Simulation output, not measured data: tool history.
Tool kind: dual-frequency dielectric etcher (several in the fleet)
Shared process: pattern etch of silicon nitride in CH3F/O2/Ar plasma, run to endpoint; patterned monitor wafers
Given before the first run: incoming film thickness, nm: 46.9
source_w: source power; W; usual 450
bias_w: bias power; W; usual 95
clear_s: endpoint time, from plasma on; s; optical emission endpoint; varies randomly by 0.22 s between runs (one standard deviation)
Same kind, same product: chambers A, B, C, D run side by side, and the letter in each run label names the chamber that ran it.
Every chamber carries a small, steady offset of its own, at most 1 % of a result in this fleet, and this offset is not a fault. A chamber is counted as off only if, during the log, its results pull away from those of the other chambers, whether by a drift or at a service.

run,hour,source_w,bias_w,clear_s
# hour 8.7: chamber B: wet clean of the chamber
1C,11.1,450,95,59.092
2D,17.4,450,95,58.33
3A,29.2,450,95,58.94
4B,36.5,450,95,59.486
5A,49.2,450,95,58.787
6B,59.7,450,95,59.216
7C,67.7,450,95,59.124
8D,77.2,450,95,58.359
9D,86,450,95,58.357
10A,95.4,450,95,58.05
11B,104.8,450,95,59.618
12C,111.7,450,95,58.815
13A,120.1,450,95,58.492
14C,129.8,390,107,59.339
15D,139.1,390,107,59.148
16B,148.6,390,107,60.258
# hour 150.8: chamber B: source power generator calibrated
17B,159.7,390,107,59.961
18A,171.6,450,95,58.035
19C,177.6,450,95,58.792
20D,188.7,450,95,58.207
21C,195.1,360,103,62.581
22A,206.1,360,103,60.86
23B,215.8,360,103,62.694
24D,228.1,360,103,61.708
25B,239.2,450,95,58.883
26A,248.9,450,95,57.412
27C,255.2,450,95,59.139
28D,263.1,450,84,61.005
29C,274.3,450,84,61.21
30A,283.5,450,84,59.39
31B,295,450,84,61.829
32D,305.5,450,95,58.385
33A,314.5,450,95,57.507
34D,320.1,450,95,58.745
35B,328.5,450,95,59.377
36C,340.7,450,95,58.667
37A,351.5,450,95,56.49
38C,364.2,450,95,58.809
39D,371,450,95,58.232
40B,376.6,450,95,59.153
41C,384.1,450,95,59.28

Is one chamber out of step, is the gauge drifting, or do the chambers differ by no more than their own small offsets? For an off chamber, give its letter and the likeliest cause.

Chamber A drifts away from the others.
Likeliest cause: etch rate over this chamber's usual, % = 4.01.

Here are 4 candidates for chamber A's next run, each the usual settings with a change, their results left as question marks. Which one brings its results back in line with what the others give on the usual settings?
In line here means within this much of the mean the other chambers give on the usual settings: clear_s 0.79 s
42A-1,393.2,440,93,?
42A-2,393.2,450,99,?
42A-3,393.2,450,106,?
42A-4,393.2,400,95,?

On the usual settings, the other chambers give on average: clear_s 58.831 s
run,clear_s
42A-1,57.393
42A-2,55.657
42A-3,54.3
42A-4,59.023
42A-4 is the one that brings the chamber's results back in line with the other chambers.
